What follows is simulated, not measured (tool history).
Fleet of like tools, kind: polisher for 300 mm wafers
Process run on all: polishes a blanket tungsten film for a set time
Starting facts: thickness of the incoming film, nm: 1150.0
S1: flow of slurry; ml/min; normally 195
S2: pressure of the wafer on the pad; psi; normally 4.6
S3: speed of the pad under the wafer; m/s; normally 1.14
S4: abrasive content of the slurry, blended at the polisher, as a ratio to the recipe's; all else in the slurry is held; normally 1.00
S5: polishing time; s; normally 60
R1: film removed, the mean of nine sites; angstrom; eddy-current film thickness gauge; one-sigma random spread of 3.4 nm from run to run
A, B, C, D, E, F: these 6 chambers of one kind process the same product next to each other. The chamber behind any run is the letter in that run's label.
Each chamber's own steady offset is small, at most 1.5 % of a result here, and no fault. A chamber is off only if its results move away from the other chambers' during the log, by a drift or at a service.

Run 1B, day 0.550: usual settings. Result: R1 3842.6 angstrom.
At day 0.712: chamber D: worn pad replaced by a new one.
Run 2F, day 1.100: usual settings. Result: R1 3780.8 angstrom.
At day 1.308: chamber E: slurry tank refilled with fresh slurry and peroxide.
Run 3D, day 1.450: usual settings. Result: R1 3797.1 angstrom.
At day 1.512: chamber A: worn pad replaced by a new one.
At day 1.812: chamber F: slurry blender recalibrated.
Run 4E, day 1.846: usual settings. Result: R1 3875.2 angstrom.
At day 2.004: chamber C: worn pad replaced by a new one.
At day 2.192: chamber B: slurry blender recalibrated.
At day 2.329: chamber E: worn pad replaced by a new one.
At day 2.342: chamber B: slurry tank refilled with fresh slurry and peroxide.
Run 5C, day 2.450: usual settings. Result: R1 3791.9 angstrom.
Run 6A, day 3.062: usual settings. Result: R1 3810.3 angstrom.
At day 3.104: chamber F: worn pad replaced by a new one.
At day 3.317: chamber A: slurry blender recalibrated.
Run 7D, day 3.442: usual settings. Result: R1 3736.3 angstrom.
At day 3.596: chamber D: slurry blender recalibrated.
At day 3.746: chamber B: worn pad replaced by a new one.
At day 3.779: chamber D: worn pad replaced by a new one.
Run 8F, day 4.017: usual settings. Result: R1 3822.4 angstrom.
Run 9C, day 4.467: usual settings. Result: R1 3888.8 angstrom.
At day 4.588: chamber A: slurry tank refilled with fresh slurry and peroxide.
Run 10B, day 4.779: usual settings. Result: R1 3783.0 angstrom.
Run 11A, day 5.100: usual settings. Result: R1 3784.4 angstrom.
At day 5.104: chamber C: slurry tank refilled with fresh slurry and peroxide.
At day 5.167: chamber A: worn pad replaced by a new one.
At day 5.312: chamber F: slurry tank refilled with fresh slurry and peroxide.
At day 5.442: chamber B: slurry tank refilled with fresh slurry and peroxide.
Run 12E, day 5.479: usual settings but S4 1.20, S5 41 s. Result: R1 2757.8 angstrom.
At day 5.529: chamber C: worn pad replaced by a new one.
Run 13C, day 6.000: usual settings but S4 1.20, S5 41 s. Result: R1 2743.6 angstrom.
At day 6.025: chamber E: worn pad replaced by a new one.
At day 6.404: chamber F: worn pad replaced by a new one.
Run 14A, day 6.596: usual settings but S4 1.20, S5 41 s. Result: R1 2712.7 angstrom.
Run 15B, day 7.062: usual settings but S4 1.20, S5 41 s. Result: R1 2691.4 angstrom.
At day 7.412: chamber D: worn pad replaced by a new one.
Run 16D, day 7.629: usual settings but S4 1.20, S5 41 s. Result: R1 2597.8 angstrom.
At day 7.633: chamber B: worn pad replaced by a new one.
At day 7.783: chamber D: slurry blender recalibrated.
At day 8.021: chamber E: slurry tank refilled with fresh slurry and peroxide.
At day 8.179: chamber A: worn pad replaced by a new one.
Run 17E, day 8.229: usual settings but S4 1.20, S5 41 s. Result: R1 2753.9 angstrom.
At day 8.412: chamber F: slurry nozzle cleaned.
At day 8.658: chamber B: slurry blender recalibrated.
Run 18F, day 8.696: usual settings. Result: R1 3843.3 angstrom.
At day 8.729: chamber C: worn pad replaced by a new one.
Run 19F, day 8.996: usual settings. Result: R1 3863.8 angstrom.
At day 9.071: chamber B: slurry tank refilled with fresh slurry and peroxide.
Run 20E, day 9.267: usual settings. Result: R1 3884.0 angstrom.
At day 9.558: chamber E: worn pad replaced by a new one.
At day 9.608: chamber A: slurry blender recalibrated.
Run 21D, day 9.767: usual settings but S1 140 ml/min, S4 1.25. Result: R1 3755.4 angstrom.
At day 10.042: chamber C: slurry tank refilled with fresh slurry and peroxide.
At day 10.058: chamber A: slurry tank refilled with fresh slurry and peroxide.
Run 22B, day 10.092: usual settings but S1 140 ml/min, S4 1.25. Result: R1 3813.6 angstrom.
At day 10.125: chamber F: worn pad replaced by a new one.
At day 10.421: chamber E: slurry nozzle cleaned.
Run 23C, day 10.508: usual settings but S1 140 ml/min, S4 1.25. Result: R1 3762.5 angstrom.
At day 10.783: chamber D: worn pad replaced by a new one.
Run 24A, day 10.846: usual settings but S1 140 ml/min, S4 1.25. Result: R1 3768.8 angstrom.
Run 25F, day 11.146: usual settings but S1 140 ml/min, S4 1.25. Result: R1 3862.3 angstrom.
At day 11.304: chamber B: worn pad replaced by a new one.
At day 11.304: chamber A: worn pad replaced by a new one.
At day 11.342: chamber F: slurry tank refilled with fresh slurry and peroxide.
Run 26B, day 11.729: usual settings but S1 140 ml/min, S4 1.25. Result: R1 3732.0 angstrom.
At day 11.858: chamber D: slurry blender recalibrated.
Run 27C, day 12.283: usual settings. Result: R1 3779.6 angstrom.
At day 12.625: chamber E: worn pad replaced by a new one.
At day 12.650: chamber C: worn pad replaced by a new one.
Run 28A, day 12.650: usual settings but S2 5.4 psi, S5 73 s. Result: R1 5384.4 angstrom.
At day 12.721: chamber B: slurry tank refilled with fresh slurry and peroxide.
Run 29D, day 13.254: usual settings but S2 5.4 psi, S5 73 s. Result: R1 5063.8 angstrom.
Run 30E, day 13.579: usual settings but S2 5.4 psi, S5 73 s. Result: R1 5478.3 angstrom.
At day 13.788: chamber D: worn pad replaced by a new one.
Run 31A, day 13.879: usual settings but S2 5.4 psi, S5 73 s. Result: R1 5435.4 angstrom.
At day 13.925: chamber F: worn pad replaced by a new one.
Run 32B, day 14.154: usual settings but S2 5.4 psi, S5 73 s. Result: R1 5526.9 angstrom.
At day 14.246: chamber C: head pressure recalibrated.
Run 33F, day 14.500: usual settings but S2 5.4 psi, S5 73 s. Result: R1 5535.8 angstrom.
At day 14.975: chamber B: worn pad replaced by a new one.
Run 34E, day 15.012: usual settings but S3 0.94 m/s. Result: R1 3180.3 angstrom.
At day 15.067: chamber C: slurry blender recalibrated.
At day 15.179: chamber E: slurry tank refilled with fresh slurry and peroxide.
Run 35D, day 15.504: usual settings but S3 0.94 m/s. Result: R1 2943.6 angstrom.
At day 15.658: chamber E: slurry blender recalibrated.
At day 15.683: chamber E: worn pad replaced by a new one.
At day 15.829: chamber C: worn pad replaced by a new one.
At day 15.850: chamber C: slurry tank refilled with fresh slurry and peroxide.
At day 15.908: chamber B: slurry tank refilled with fresh slurry and peroxide.
Run 36C, day 16.075: usual settings but S3 0.94 m/s. Result: R1 3203.0 angstrom.
At day 16.221: chamber B: slurry blender recalibrated.
Run 37B, day 16.692: usual settings but S3 0.94 m/s. Result: R1 3156.1 angstrom.
Run 38E, day 17.083: usual settings but S3 0.94 m/s. Result: R1 3164.4 angstrom.

Predict what each chamber gives when all 6 of them run the settings below next.
Run 39A, day 17.525: usual settings but S1 130 ml/min. Result: R1 ?.
Run 39B, day 17.525: usual settings but S1 130 ml/min. Result: R1 ?.
Run 39C, day 17.525: usual settings but S1 130 ml/min. Result: R1 ?.
Run 39D, day 17.525: usual settings but S1 130 ml/min. Result: R1 ?.
Run 39E, day 17.525: usual settings but S1 130 ml/min. Result: R1 ?.
Run 39F, day 17.525: usual settings but S1 130 ml/min. Result: R1 ?.

run      R1
39A  3577.2
39B  3535.7
39C  3494.8
39D  3246.7
39E  3640.7
39F  3611.4
